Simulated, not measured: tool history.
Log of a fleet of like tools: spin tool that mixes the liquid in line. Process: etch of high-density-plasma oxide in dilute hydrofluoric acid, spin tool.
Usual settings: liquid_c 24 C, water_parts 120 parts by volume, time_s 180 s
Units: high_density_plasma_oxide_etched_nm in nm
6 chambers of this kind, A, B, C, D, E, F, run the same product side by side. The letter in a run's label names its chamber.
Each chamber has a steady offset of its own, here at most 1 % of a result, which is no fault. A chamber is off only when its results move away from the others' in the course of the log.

run	hour	liquid_c	water_parts	time_s	read-back film thickness of the high-density-plasma oxide reference wafer, read on the same gauge (nm)	high_density_plasma_oxide_etched_nm
1F	6.5	24	120	180	79.992	8.9218
2C	11	24	120	180	79.966	8.8319
3D	18.2	24	120	180	79.986	8.9538
4A	23.7	24	120	180	80.021	8.9581
5E	27.4	24	120	180	80	8.9596
6B	32.2	24	120	180	80.019	8.9152
7E	35.6	24	120	180	79.992	8.8676
8D	42.2	24	120	180	80.022	8.9829
9C	47.4	24	120	180	79.999	8.7501
10A	54.2	24	120	180	79.981	9.0195
11B	59.4	24	120	180	80.021	8.9117
12F	66.6	24	120	180	80.042	8.9565
13D	73.5	20	120	130	80.004	5.6085
14B	79	20	120	130	80.021	5.5058
15A	82.9	20	120	130	80.026	5.4567
16E	88.6	20	120	130	80.011	5.4405
17C	95.3	20	120	130	79.978	5.3721
18F	101.7	20	120	130	79.99	5.5871
19A	107.3	24	120	180	79.945	8.9355
20C	110.9	24	120	180	79.99	8.8018
21B	116.9	24	120	125	80.026	6.0878
22E	121.2	24	120	125	80.011	6.2136
23D	128.4	24	120	125	80.021	6.3367
24F	135.1	24	120	125	80.005	6.3656
# hour 135.9: chamber A: thermometer replaced
25D	141.3	24	120	125	80.053	6.1033
26C	145.4	24	120	125	79.995	6.1552
27B	152	24	120	180	79.999	8.9058
28F	155.4	24	120	180	79.98	9.3141
29E	162.7	24	155	180	79.995	6.5698
30A	167.5	24	155	180	79.983	6.6649
31A	170.7	24	155	180	80.024	6.6814
32F	177.1	24	155	180	80.018	7.0407
33E	180.4	24	155	180	80.017	6.6454
# hour 183: chamber B: thermometer replaced
34C	185.2	24	155	180	80.022	6.5221
35D	188.5	24	120	180	79.986	9.0012
36B	194.9	24	120	180	80.012	9.0466
# hour 199.2: chamber C: thermometer replaced
37B	200.2	24	120	180	80.022	8.8664
38F	204.8	24	120	180	79.971	9.4369
39E	208.9	24	120	180	80.025	8.8574
40D	215.1	24	120	180	79.981	9.0173
41A	220.1	24	120	180	79.989	9.0346
42C	223.7	24	120	180	79.971	8.7485
43C	230.9	24	155	240	79.987	8.7221

Next, every chamber runs the same settings. What will each give?
44A	236.2	21.5	120	180		?
44B	236.2	21.5	120	180		?
44C	236.2	21.5	120	180		?
44D	236.2	21.5	120	180		?
44E	236.2	21.5	120	180		?
44F	236.2	21.5	120	180		?

run	high_density_plasma_oxide_etched_nm
44A	8.2013
44B	8.0906
44C	7.8877
44D	8.1731
44E	8.2146
44F	8.6232

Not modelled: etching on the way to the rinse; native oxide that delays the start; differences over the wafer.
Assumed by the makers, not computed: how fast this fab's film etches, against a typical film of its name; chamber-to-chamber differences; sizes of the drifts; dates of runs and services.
